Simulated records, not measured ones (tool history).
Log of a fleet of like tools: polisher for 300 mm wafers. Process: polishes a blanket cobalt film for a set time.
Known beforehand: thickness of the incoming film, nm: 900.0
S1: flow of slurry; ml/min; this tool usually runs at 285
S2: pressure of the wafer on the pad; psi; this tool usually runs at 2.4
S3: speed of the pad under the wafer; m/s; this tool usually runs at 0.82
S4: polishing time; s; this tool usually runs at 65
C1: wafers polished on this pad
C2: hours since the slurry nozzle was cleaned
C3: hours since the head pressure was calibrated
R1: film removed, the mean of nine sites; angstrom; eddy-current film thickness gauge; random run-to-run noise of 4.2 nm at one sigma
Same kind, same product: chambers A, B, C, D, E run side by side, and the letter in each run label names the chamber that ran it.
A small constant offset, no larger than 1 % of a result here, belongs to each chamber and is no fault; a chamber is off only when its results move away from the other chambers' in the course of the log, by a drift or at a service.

-- hour=6.6 chamber C: worn pad replaced by a new one
run 1C hour=8.2 | S1=285 S2=2.4 S3=0.82 S4=65 | C1=22 C2=270.7 C3=263.1 | R1=3572.3
-- hour=10.2 chamber D: slurry nozzle cleaned
run 2A hour=18.5 | S1=285 S2=2.4 S3=0.82 S4=65 | C1=729 C2=214.4 C3=858.6 | R1=3578.8
-- hour=20.3 chamber E: worn pad replaced by a new one
run 3D hour=25.4 | S1=285 S2=2.4 S3=0.82 S4=65 | C1=496 C2=15.3 C3=106.4 | R1=3561.1
-- hour=27.8 chamber A: worn pad replaced by a new one
-- hour=32.4 chamber B: slurry nozzle cleaned
run 4E hour=33.7 | S1=285 S2=2.4 S3=0.82 S4=65 | C1=183 C2=267.4 C3=116.1 | R1=3610.7
run 5B hour=40.7 | S1=285 S2=2.4 S3=0.82 S4=65 | C1=854 C2=8.4 C3=301.6 | R1=3562.0
-- hour=44.7 chamber B: worn pad replaced by a new one
run 6C hour=50.6 | S1=285 S2=2.4 S3=0.82 S4=65 | C1=598 C2=313.1 C3=305.5 | R1=3534.8
run 7A hour=56.5 | S1=285 S2=2.4 S3=0.82 S4=65 | C1=390 C2=252.4 C3=896.6 | R1=3550.0
-- hour=58.7 chamber D: worn pad replaced by a new one
run 8D hour=63.6 | S1=285 S2=2.4 S3=0.82 S4=65 | C1=66 C2=53.5 C3=144.6 | R1=3545.4
run 9B hour=71.9 | S1=285 S2=2.4 S3=0.82 S4=65 | C1=370 C2=39.6 C3=332.8 | R1=3490.7
-- hour=72.1 chamber C: worn pad replaced by a new one
run 10E hour=78.7 | S1=285 S2=3.1 S3=0.82 S4=65 | C1=795 C2=312.4 C3=161.1 | R1=4640.9
run 11D hour=86.6 | S1=285 S2=3.1 S3=0.82 S4=65 | C1=379 C2=76.5 C3=167.6 | R1=4588.3
-- hour=87.2 chamber A: worn pad replaced by a new one
run 12E hour=97.0 | S1=285 S2=3.1 S3=0.82 S4=65 | C1=1044 C2=330.7 C3=179.4 | R1=4663.3
run 13C hour=104.7 | S1=285 S2=3.1 S3=0.82 S4=65 | C1=443 C2=367.2 C3=359.6 | R1=4653.6
-- hour=105.8 chamber B: worn pad replaced by a new one
run 14A hour=111.4 | S1=285 S2=3.1 S3=0.82 S4=65 | C1=330 C2=307.3 C3=951.5 | R1=4500.1
-- hour=113.6 chamber C: slurry nozzle cleaned
run 15B hour=118.9 | S1=285 S2=2.4 S3=0.82 S4=65 | C1=178 C2=86.6 C3=379.8 | R1=3486.7
run 16D hour=124.1 | S1=285 S2=2.4 S3=0.82 S4=65 | C1=889 C2=114.0 C3=205.1 | R1=3510.3
-- hour=124.3 chamber E: worn pad replaced by a new one
-- hour=124.9 chamber D: worn pad replaced by a new one
run 17E hour=132.0 | S1=285 S2=2.4 S3=0.82 S4=65 | C1=104 C2=365.7 C3=214.4 | R1=3581.4
run 18B hour=140.9 | S1=285 S2=2.4 S3=0.82 S4=65 | C1=477 C2=108.6 C3=401.8 | R1=3459.4
-- hour=142.1 chamber C: worn pad replaced by a new one
-- hour=143.8 chamber E: slurry nozzle cleaned
-- hour=146.3 chamber A: worn pad replaced by a new one
run 19A hour=150.4 | S1=285 S2=2.4 S3=0.82 S4=65 | C1=56 C2=346.3 C3=990.5 | R1=3517.7
run 20C hour=160.6 | S1=285 S2=2.4 S3=0.82 S4=65 | C1=252 C2=47.1 C3=415.5 | R1=3589.4
run 21C hour=170.5 | S1=285 S2=2.4 S3=0.82 S4=65 | C1=387 C2=57.0 C3=425.4 | R1=3500.9
run 22D hour=175.5 | S1=285 S2=2.4 S3=0.82 S4=65 | C1=688 C2=165.4 C3=256.5 | R1=3570.2
-- hour=180.4 chamber B: worn pad replaced by a new one
run 23A hour=181.6 | S1=285 S2=2.4 S3=0.82 S4=65 | C1=481 C2=377.5 C3=1021.7 | R1=3541.3
run 24E hour=187.7 | S1=285 S2=2.4 S3=0.82 S4=65 | C1=862 C2=44.0 C3=270.1 | R1=3528.2
run 25B hour=198.1 | S1=340 S2=2.0 S3=0.82 S4=65 | C1=241 C2=165.8 C3=459.0 | R1=2882.6
-- hour=203.3 chamber C: worn pad replaced by a new one
-- hour=203.8 chamber D: worn pad replaced by a new one
run 26B hour=208.8 | S1=340 S2=2.0 S3=0.82 S4=65 | C1=386 C2=176.5 C3=469.7 | R1=2814.4
-- hour=211.6 chamber A: worn pad replaced by a new one
run 27D hour=217.8 | S1=340 S2=2.0 S3=0.82 S4=65 | C1=191 C2=207.7 C3=298.8 | R1=3060.4
run 28A hour=224.7 | S1=340 S2=2.0 S3=0.82 S4=65 | C1=178 C2=420.6 C3=1064.8 | R1=3017.5
run 29C hour=232.2 | S1=340 S2=2.0 S3=0.82 S4=65 | C1=393 C2=118.7 C3=487.1 | R1=2975.2
-- hour=239.7 chamber E: worn pad replaced by a new one
run 30E hour=241.5 | S1=285 S2=2.4 S3=0.82 S4=65 | C1=25 C2=97.8 C3=323.9 | R1=3540.8
-- hour=250.5 chamber A: slurry nozzle cleaned
run 31A hour=251.6 | S1=285 S2=2.4 S3=0.82 S4=65 | C1=544 C2=1.2 C3=1091.7 | R1=3465.5
-- hour=252.0 chamber B: worn pad replaced by a new one
run 32E hour=257.7 | S1=285 S2=2.4 S3=0.82 S4=65 | C1=245 C2=114.0 C3=340.1 | R1=3563.6
-- hour=266.3 chamber D: worn pad replaced by a new one
run 33B hour=268.4 | S1=285 S2=2.4 S3=0.82 S4=65 | C1=224 C2=236.1 C3=529.3 | R1=3327.4
-- hour=271.6 chamber D: slurry nozzle cleaned
run 34D hour=273.6 | S1=285 S2=2.4 S3=0.82 S4=65 | C1=100 C2=2.1 C3=354.6 | R1=3579.3
-- hour=276.2 chamber A: worn pad replaced by a new one
-- hour=280.2 chamber C: worn pad replaced by a new one
run 35C hour=284.2 | S1=285 S2=2.4 S3=0.82 S4=65 | C1=54 C2=170.7 C3=539.1 | R1=3490.4
run 36C hour=294.6 | S1=285 S2=2.4 S3=0.82 S4=65 | C1=196 C2=181.1 C3=549.5 | R1=3599.9
run 37A hour=302.4 | S1=375 S2=2.4 S3=0.82 S4=80 | C1=356 C2=52.0 C3=1142.5 | R1=4495.4
run 38E hour=308.8 | S1=375 S2=2.4 S3=0.82 S4=80 | C1=940 C2=165.1 C3=391.2 | R1=4472.7
run 39B hour=314.6 | S1=375 S2=2.4 S3=0.82 S4=80 | C1=852 C2=282.3 C3=575.5 | R1=4102.1
run 40D hour=325.5 | S1=375 S2=2.4 S3=0.82 S4=80 | C1=806 C2=54.0 C3=406.5 | R1=4501.2
run 41A hour=331.0 | S1=375 S2=2.4 S3=0.82 S4=80 | C1=745 C2=80.6 C3=1171.1 | R1=4488.0
-- hour=338.1 chamber C: worn pad replaced by a new one
run 42C hour=339.3 | S1=285 S2=2.4 S3=0.82 S4=65 | C1=17 C2=225.8 C3=594.2 | R1=3575.4

For the next run the whole fleet of 5 chambers uses the same settings. Give each chamber's results:
run 43A hour=347.1 | S1=285 S2=2.4 S3=0.82 S4=65 | R1=?
run 43B hour=347.1 | S1=285 S2=2.4 S3=0.82 S4=65 | R1=?
run 43C hour=347.1 | S1=285 S2=2.4 S3=0.82 S4=65 | R1=?
run 43D hour=347.1 | S1=285 S2=2.4 S3=0.82 S4=65 | R1=?
run 43E hour=347.1 | S1=285 S2=2.4 S3=0.82 S4=65 | R1=?

run=43A R1=3615.6
run=43B R1=3161.3
run=43C R1=3590.1
run=43D R1=3546.1
run=43E R1=3606.4
